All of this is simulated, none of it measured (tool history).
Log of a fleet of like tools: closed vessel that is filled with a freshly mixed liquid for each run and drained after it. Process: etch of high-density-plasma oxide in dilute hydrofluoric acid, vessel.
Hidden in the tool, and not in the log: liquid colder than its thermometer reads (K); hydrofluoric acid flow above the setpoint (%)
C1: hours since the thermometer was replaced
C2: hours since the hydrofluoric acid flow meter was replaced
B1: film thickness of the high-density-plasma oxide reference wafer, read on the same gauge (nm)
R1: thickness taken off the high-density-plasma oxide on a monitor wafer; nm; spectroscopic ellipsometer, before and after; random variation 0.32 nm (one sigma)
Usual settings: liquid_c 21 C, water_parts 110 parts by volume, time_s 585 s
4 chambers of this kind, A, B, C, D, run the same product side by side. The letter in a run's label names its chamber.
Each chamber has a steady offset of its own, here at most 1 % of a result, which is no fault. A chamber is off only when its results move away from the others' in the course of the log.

run 1C hour=4.1 | liquid_c=21 water_parts=110 time_s=585 | C1=890.1 C2=1165.9 | B1=150 | R1=37.749
run 2B hour=8 | liquid_c=21 water_parts=110 time_s=585 | C1=2102.2 C2=203.9 | B1=150.01 | R1=38.093
run 3D hour=13 | liquid_c=21 water_parts=110 time_s=585 | C1=916.2 C2=255.3 | B1=150 | R1=37.439
run 4A hour=19.8 | liquid_c=21 water_parts=110 time_s=585 | C1=370 C2=824 | B1=149.99 | R1=37.587
run 5B hour=25.1 | liquid_c=21 water_parts=110 time_s=585 | C1=2119.3 C2=221 | B1=149.98 | R1=37.6
run 6A hour=28.9 | liquid_c=21 water_parts=110 time_s=585 | C1=379.1 C2=833.1 | B1=149.99 | R1=37.756
run 7C hour=33.6 | liquid_c=21 water_parts=110 time_s=585 | C1=919.6 C2=1195.4 | B1=149.98 | R1=37.892
run 8D hour=37.2 | liquid_c=21 water_parts=110 time_s=585 | C1=940.4 C2=279.5 | B1=149.99 | R1=37.256
run 9B hour=43.5 | liquid_c=21 water_parts=60 time_s=585 | C1=2137.7 C2=239.4 | B1=149.98 | R1=74.526
run 10D hour=49.7 | liquid_c=21 water_parts=60 time_s=585 | C1=952.9 C2=292 | B1=149.99 | R1=72.7
run 11C hour=54.6 | liquid_c=21 water_parts=60 time_s=585 | C1=940.6 C2=1216.4 | B1=150.01 | R1=74.146
run 12A hour=58.3 | liquid_c=21 water_parts=60 time_s=585 | C1=408.5 C2=862.5 | B1=149.99 | R1=75.652
run 13A hour=66 | liquid_c=21 water_parts=110 time_s=585 | C1=416.2 C2=870.2 | B1=150.01 | R1=38.832
-- hour=70.3 chamber B: thermometer replaced
run 14C hour=72.8 | liquid_c=21 water_parts=110 time_s=585 | C1=958.8 C2=1234.6 | B1=149.99 | R1=38.697
run 15B hour=79.7 | liquid_c=21 water_parts=110 time_s=585 | C1=9.4 C2=275.6 | B1=150 | R1=38.363
run 16D hour=87.2 | liquid_c=21 water_parts=110 time_s=585 | C1=990.4 C2=329.5 | B1=149.99 | R1=37.712
run 17C hour=92.1 | liquid_c=21 water_parts=110 time_s=585 | C1=978.1 C2=1253.9 | B1=149.98 | R1=38.558
run 18B hour=97.4 | liquid_c=21 water_parts=110 time_s=585 | C1=27.1 C2=293.3 | B1=150 | R1=37.802
run 19A hour=101.4 | liquid_c=21 water_parts=110 time_s=585 | C1=451.6 C2=905.6 | B1=150 | R1=40.016
run 20D hour=104.9 | liquid_c=21 water_parts=110 time_s=585 | C1=1008.1 C2=347.2 | B1=150.01 | R1=37.989
run 21A hour=111.6 | liquid_c=21 water_parts=110 time_s=585 | C1=461.8 C2=915.8 | B1=150 | R1=39.063
run 22D hour=117.3 | liquid_c=21 water_parts=110 time_s=585 | C1=1020.5 C2=359.6 | B1=150.01 | R1=37.703
run 23B hour=122.8 | liquid_c=24 water_parts=110 time_s=255 | C1=52.5 C2=318.7 | B1=149.99 | R1=18.782
run 24C hour=127.1 | liquid_c=24 water_parts=110 time_s=255 | C1=1013.1 C2=1288.9 | B1=150 | R1=18.821
run 25B hour=133.1 | liquid_c=24 water_parts=110 time_s=255 | C1=62.8 C2=329 | B1=149.99 | R1=18.573
run 26A hour=139.2 | liquid_c=24 water_parts=110 time_s=255 | C1=489.4 C2=943.4 | B1=150 | R1=19.73
run 27C hour=144 | liquid_c=21 water_parts=110 time_s=585 | C1=1030 C2=1305.8 | B1=150 | R1=38.415
run 28D hour=148.3 | liquid_c=21 water_parts=110 time_s=585 | C1=1051.5 C2=390.6 | B1=150.01 | R1=37.526
run 29B hour=154.3 | liquid_c=25.5 water_parts=110 time_s=585 | C1=84 C2=350.2 | B1=150.03 | R1=45.128
run 30C hour=158.2 | liquid_c=25.5 water_parts=110 time_s=585 | C1=1044.2 C2=1320 | B1=150.01 | R1=45.365
run 31A hour=163.1 | liquid_c=25.5 water_parts=110 time_s=585 | C1=513.3 C2=967.3 | B1=150 | R1=49.487
run 32D hour=167.9 | liquid_c=25.5 water_parts=110 time_s=585 | C1=1071.1 C2=410.2 | B1=150 | R1=44.32
run 33C hour=173.6 | liquid_c=21 water_parts=110 time_s=585 | C1=1059.6 C2=1335.4 | B1=150 | R1=37.847
run 34B hour=181.3 | liquid_c=21 water_parts=110 time_s=585 | C1=111 C2=377.2 | B1=150 | R1=37.621
run 35D hour=186.8 | liquid_c=21 water_parts=110 time_s=585 | C1=1090 C2=429.1 | B1=150.02 | R1=38.061
run 36A hour=193.7 | liquid_c=17 water_parts=110 time_s=585 | C1=543.9 C2=997.9 | B1=150 | R1=35.36
run 37C hour=200.7 | liquid_c=17 water_parts=110 time_s=585 | C1=1086.7 C2=1362.5 | B1=149.99 | R1=32.365

All 4 chambers run these settings next. Forecast each chamber's results:
run 38A hour=206.2 | liquid_c=21 water_parts=75 time_s=585 | R1=?
run 38B hour=206.2 | liquid_c=21 water_parts=75 time_s=585 | R1=?
run 38C hour=206.2 | liquid_c=21 water_parts=75 time_s=585 | R1=?
run 38D hour=206.2 | liquid_c=21 water_parts=75 time_s=585 | R1=?

run=38A R1=64.039
run=38B R1=57.275
run=38C R1=58.405
run=38D R1=57.382
